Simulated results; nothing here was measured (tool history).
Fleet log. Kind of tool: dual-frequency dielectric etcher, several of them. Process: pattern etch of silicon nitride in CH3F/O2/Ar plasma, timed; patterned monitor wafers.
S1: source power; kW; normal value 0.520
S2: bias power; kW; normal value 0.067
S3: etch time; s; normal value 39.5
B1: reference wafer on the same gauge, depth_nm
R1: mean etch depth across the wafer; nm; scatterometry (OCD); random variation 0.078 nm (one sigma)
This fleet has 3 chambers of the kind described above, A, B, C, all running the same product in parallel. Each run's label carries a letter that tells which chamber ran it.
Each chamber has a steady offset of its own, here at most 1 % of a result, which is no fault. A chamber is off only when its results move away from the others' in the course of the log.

-- hour=4.3 chamber B: wet clean of the chamber
run 1A hour=9.6 | S1=0.520 S2=0.067 S3=39.5 | B1=33.109 | R1=29.538
run 2C hour=18.6 | S1=0.520 S2=0.067 S3=39.5 | B1=33.111 | R1=29.680
run 3B hour=25.9 | S1=0.520 S2=0.067 S3=39.5 | B1=33.067 | R1=29.800
run 4B hour=34.8 | S1=0.520 S2=0.067 S3=39.5 | B1=33.103 | R1=29.805
run 5C hour=45.0 | S1=0.400 S2=0.077 S3=39.5 | B1=33.089 | R1=28.123
run 6A hour=53.0 | S1=0.400 S2=0.077 S3=39.5 | B1=33.095 | R1=28.032
run 7C hour=62.9 | S1=0.400 S2=0.077 S3=39.5 | B1=33.096 | R1=28.171
run 8B hour=71.0 | S1=0.520 S2=0.067 S3=39.5 | B1=33.091 | R1=29.823
run 9A hour=76.4 | S1=0.520 S2=0.067 S3=39.5 | B1=33.109 | R1=29.671
run 10A hour=85.3 | S1=0.520 S2=0.067 S3=39.5 | B1=33.109 | R1=29.668
run 11C hour=90.9 | S1=0.520 S2=0.067 S3=39.5 | B1=33.100 | R1=29.908
run 12B hour=97.8 | S1=0.520 S2=0.067 S3=39.5 | B1=33.108 | R1=29.729
run 13C hour=103.0 | S1=0.520 S2=0.067 S3=39.5 | B1=33.101 | R1=29.548
run 14B hour=109.2 | S1=0.520 S2=0.067 S3=39.5 | B1=33.095 | R1=29.808
run 15A hour=117.1 | S1=0.520 S2=0.067 S3=39.5 | B1=33.090 | R1=29.615
run 16A hour=122.9 | S1=0.520 S2=0.067 S3=39.5 | B1=33.105 | R1=29.620
run 17C hour=129.6 | S1=0.520 S2=0.067 S3=39.5 | B1=33.116 | R1=29.435
run 18B hour=136.8 | S1=0.520 S2=0.067 S3=39.5 | B1=33.134 | R1=29.537
run 19A hour=143.1 | S1=0.520 S2=0.067 S3=39.5 | B1=33.103 | R1=29.653
run 20C hour=148.6 | S1=0.520 S2=0.067 S3=47.0 | B1=33.096 | R1=34.991
run 21B hour=158.1 | S1=0.520 S2=0.067 S3=47.0 | B1=33.099 | R1=35.486
run 22C hour=167.9 | S1=0.520 S2=0.067 S3=47.0 | B1=33.100 | R1=35.050
run 23A hour=175.2 | S1=0.520 S2=0.067 S3=39.5 | B1=33.108 | R1=29.509
run 24B hour=184.8 | S1=0.520 S2=0.067 S3=39.5 | B1=33.102 | R1=29.819
run 25A hour=192.9 | S1=0.520 S2=0.067 S3=39.5 | B1=33.104 | R1=29.628
run 26B hour=199.3 | S1=0.520 S2=0.067 S3=39.5 | B1=33.100 | R1=29.661
run 27C hour=209.0 | S1=0.520 S2=0.067 S3=39.5 | B1=33.077 | R1=29.138
run 28B hour=217.4 | S1=0.520 S2=0.067 S3=39.5 | B1=33.086 | R1=29.967
run 29C hour=224.9 | S1=0.520 S2=0.067 S3=39.5 | B1=33.113 | R1=29.107
-- hour=230.7 chamber A: source power generator calibrated
run 30A hour=234.6 | S1=0.520 S2=0.067 S3=39.5 | B1=33.125 | R1=29.687
run 31C hour=239.9 | S1=0.520 S2=0.067 S3=39.5 | B1=33.093 | R1=28.831

Predict what each chamber gives when all 3 of them run the settings below next.
run 32A hour=247.3 | S1=0.520 S2=0.067 S3=39.5 | R1=?
run 32B hour=247.3 | S1=0.520 S2=0.067 S3=39.5 | R1=?
run 32C hour=247.3 | S1=0.520 S2=0.067 S3=39.5 | R1=?

run=32A R1=29.637
run=32B R1=29.612
run=32C R1=28.782

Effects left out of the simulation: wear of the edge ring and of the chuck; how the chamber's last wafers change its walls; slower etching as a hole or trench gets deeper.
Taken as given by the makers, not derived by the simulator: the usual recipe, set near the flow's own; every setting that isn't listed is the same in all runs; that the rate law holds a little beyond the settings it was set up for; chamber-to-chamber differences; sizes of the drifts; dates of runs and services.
